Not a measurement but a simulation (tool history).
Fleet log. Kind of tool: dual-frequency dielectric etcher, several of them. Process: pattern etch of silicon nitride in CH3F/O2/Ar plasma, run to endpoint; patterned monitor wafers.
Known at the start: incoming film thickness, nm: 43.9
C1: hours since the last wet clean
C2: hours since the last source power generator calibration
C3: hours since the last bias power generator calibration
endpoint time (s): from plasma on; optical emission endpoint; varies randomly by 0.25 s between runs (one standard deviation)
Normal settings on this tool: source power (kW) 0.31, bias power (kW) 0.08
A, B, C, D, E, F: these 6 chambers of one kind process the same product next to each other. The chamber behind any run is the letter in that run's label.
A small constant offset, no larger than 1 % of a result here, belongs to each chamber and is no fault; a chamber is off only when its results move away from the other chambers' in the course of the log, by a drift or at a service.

run 1D hour=6.3 | source_power_(kW)=0.31 bias_power_(kW)=0.08 | C1=356.6 C2=1151.4 C3=2020.6 | endpoint_time_(s)=67.44
run 2F hour=12.9 | source_power_(kW)=0.31 bias_power_(kW)=0.08 | C1=193.1 C2=1779 C3=1408.6 | endpoint_time_(s)=66.982
-- hour=14.5 chamber D: bias power generator calibrated
run 3E hour=19.6 | source_power_(kW)=0.31 bias_power_(kW)=0.08 | C1=107.5 C2=2642.3 C3=877.1 | endpoint_time_(s)=67.224
run 4C hour=25.8 | source_power_(kW)=0.31 bias_power_(kW)=0.08 | C1=99.9 C2=2028.4 C3=2305.4 | endpoint_time_(s)=66.929
run 5B hour=30.1 | source_power_(kW)=0.31 bias_power_(kW)=0.068 | C1=398.8 C2=424.7 C3=1596.1 | endpoint_time_(s)=71.261
run 6A hour=35.7 | source_power_(kW)=0.31 bias_power_(kW)=0.068 | C1=76.1 C2=928.5 C3=839.9 | endpoint_time_(s)=70.461
run 7A hour=40.2 | source_power_(kW)=0.31 bias_power_(kW)=0.068 | C1=80.6 C2=933 C3=844.4 | endpoint_time_(s)=70.563
run 8C hour=44.5 | source_power_(kW)=0.31 bias_power_(kW)=0.068 | C1=118.6 C2=2047.1 C3=2324.1 | endpoint_time_(s)=70.752
run 9B hour=50.5 | source_power_(kW)=0.31 bias_power_(kW)=0.068 | C1=419.2 C2=445.1 C3=1616.5 | endpoint_time_(s)=71.408
run 10E hour=56.5 | source_power_(kW)=0.31 bias_power_(kW)=0.068 | C1=144.4 C2=2679.2 C3=914 | endpoint_time_(s)=70.778
run 11D hour=61.1 | source_power_(kW)=0.31 bias_power_(kW)=0.08 | C1=411.4 C2=1206.2 C3=46.6 | endpoint_time_(s)=67.262
run 12F hour=65.6 | source_power_(kW)=0.31 bias_power_(kW)=0.08 | C1=245.8 C2=1831.7 C3=1461.3 | endpoint_time_(s)=67.214
run 13B hour=70.2 | source_power_(kW)=0.36 bias_power_(kW)=0.067 | C1=438.9 C2=464.8 C3=1636.2 | endpoint_time_(s)=67.498
run 14E hour=74.5 | source_power_(kW)=0.36 bias_power_(kW)=0.067 | C1=162.4 C2=2697.2 C3=932 | endpoint_time_(s)=67.872
run 15A hour=78.1 | source_power_(kW)=0.36 bias_power_(kW)=0.067 | C1=118.5 C2=970.9 C3=882.3 | endpoint_time_(s)=66.774
run 16C hour=81.3 | source_power_(kW)=0.36 bias_power_(kW)=0.067 | C1=155.4 C2=2083.9 C3=2360.9 | endpoint_time_(s)=67.075
run 17F hour=85 | source_power_(kW)=0.36 bias_power_(kW)=0.067 | C1=265.2 C2=1851.1 C3=1480.7 | endpoint_time_(s)=67.733
run 18D hour=90.2 | source_power_(kW)=0.36 bias_power_(kW)=0.067 | C1=440.5 C2=1235.3 C3=75.7 | endpoint_time_(s)=67.664
run 19E hour=95.9 | source_power_(kW)=0.31 bias_power_(kW)=0.08 | C1=183.8 C2=2718.6 C3=953.4 | endpoint_time_(s)=67.167
run 20B hour=100.7 | source_power_(kW)=0.31 bias_power_(kW)=0.08 | C1=469.4 C2=495.3 C3=1666.7 | endpoint_time_(s)=67.41
run 21F hour=107.1 | source_power_(kW)=0.31 bias_power_(kW)=0.08 | C1=287.3 C2=1873.2 C3=1502.8 | endpoint_time_(s)=66.64
run 22C hour=112.5 | source_power_(kW)=0.31 bias_power_(kW)=0.08 | C1=186.6 C2=2115.1 C3=2392.1 | endpoint_time_(s)=65.866
run 23A hour=115.5 | source_power_(kW)=0.31 bias_power_(kW)=0.08 | C1=155.9 C2=1008.3 C3=919.7 | endpoint_time_(s)=66.782
run 24D hour=121.8 | source_power_(kW)=0.31 bias_power_(kW)=0.08 | C1=472.1 C2=1266.9 C3=107.3 | endpoint_time_(s)=67.516
run 25E hour=125.1 | source_power_(kW)=0.28 bias_power_(kW)=0.08 | C1=213 C2=2747.8 C3=982.6 | endpoint_time_(s)=69.995
run 26A hour=128.9 | source_power_(kW)=0.28 bias_power_(kW)=0.08 | C1=169.3 C2=1021.7 C3=933.1 | endpoint_time_(s)=69.079
run 27D hour=132.8 | source_power_(kW)=0.28 bias_power_(kW)=0.08 | C1=483.1 C2=1277.9 C3=118.3 | endpoint_time_(s)=69.961
run 28C hour=136.1 | source_power_(kW)=0.28 bias_power_(kW)=0.08 | C1=210.2 C2=2138.7 C3=2415.7 | endpoint_time_(s)=68.199
run 29B hour=142.5 | source_power_(kW)=0.28 bias_power_(kW)=0.08 | C1=511.2 C2=537.1 C3=1708.5 | endpoint_time_(s)=70.088
run 30F hour=148.7 | source_power_(kW)=0.28 bias_power_(kW)=0.08 | C1=328.9 C2=1914.8 C3=1544.4 | endpoint_time_(s)=69.62
run 31D hour=152.5 | source_power_(kW)=0.31 bias_power_(kW)=0.08 | C1=502.8 C2=1297.6 C3=138 | endpoint_time_(s)=66.891
run 32C hour=158.9 | source_power_(kW)=0.31 bias_power_(kW)=0.08 | C1=233 C2=2161.5 C3=2438.5 | endpoint_time_(s)=65.432
run 33E hour=162.7 | source_power_(kW)=0.31 bias_power_(kW)=0.08 | C1=250.6 C2=2785.4 C3=1020.2 | endpoint_time_(s)=67.144
run 34F hour=165.9 | source_power_(kW)=0.31 bias_power_(kW)=0.08 | C1=346.1 C2=1932 C3=1561.6 | endpoint_time_(s)=67.616
run 35A hour=170.1 | source_power_(kW)=0.31 bias_power_(kW)=0.08 | C1=210.5 C2=1062.9 C3=974.3 | endpoint_time_(s)=66.757
run 36B hour=174.1 | source_power_(kW)=0.31 bias_power_(kW)=0.08 | C1=542.8 C2=568.7 C3=1740.1 | endpoint_time_(s)=67.623
run 37B hour=179.5 | source_power_(kW)=0.31 bias_power_(kW)=0.08 | C1=548.2 C2=574.1 C3=1745.5 | endpoint_time_(s)=67.034
run 38A hour=186.1 | source_power_(kW)=0.31 bias_power_(kW)=0.08 | C1=226.5 C2=1078.9 C3=990.3 | endpoint_time_(s)=67.01
run 39F hour=190.2 | source_power_(kW)=0.31 bias_power_(kW)=0.08 | C1=370.4 C2=1956.3 C3=1585.9 | endpoint_time_(s)=67.107
run 40D hour=194.1 | source_power_(kW)=0.27 bias_power_(kW)=0.091 | C1=544.4 C2=1339.2 C3=179.6 | endpoint_time_(s)=67.856
run 41C hour=198 | source_power_(kW)=0.27 bias_power_(kW)=0.091 | C1=272.1 C2=2200.6 C3=2477.6 | endpoint_time_(s)=64.778

Next, all 6 chambers run the settings below, one line each with question marks for the results. What does each chamber give?
run 42A hour=202.8 | source_power_(kW)=0.31 bias_power_(kW)=0.08 | endpoint_time_(s)=?
run 42B hour=202.8 | source_power_(kW)=0.31 bias_power_(kW)=0.08 | endpoint_time_(s)=?
run 42C hour=202.8 | source_power_(kW)=0.31 bias_power_(kW)=0.08 | endpoint_time_(s)=?
run 42D hour=202.8 | source_power_(kW)=0.31 bias_power_(kW)=0.08 | endpoint_time_(s)=?
run 42E hour=202.8 | source_power_(kW)=0.31 bias_power_(kW)=0.08 | endpoint_time_(s)=?
run 42F hour=202.8 | source_power_(kW)=0.31 bias_power_(kW)=0.08 | endpoint_time_(s)=?

run=42A endpoint_time_(s)=66.887
run=42B endpoint_time_(s)=67.866
run=42C endpoint_time_(s)=64.681
run=42D endpoint_time_(s)=67.155
run=42E endpoint_time_(s)=67.001
run=42F endpoint_time_(s)=67.558
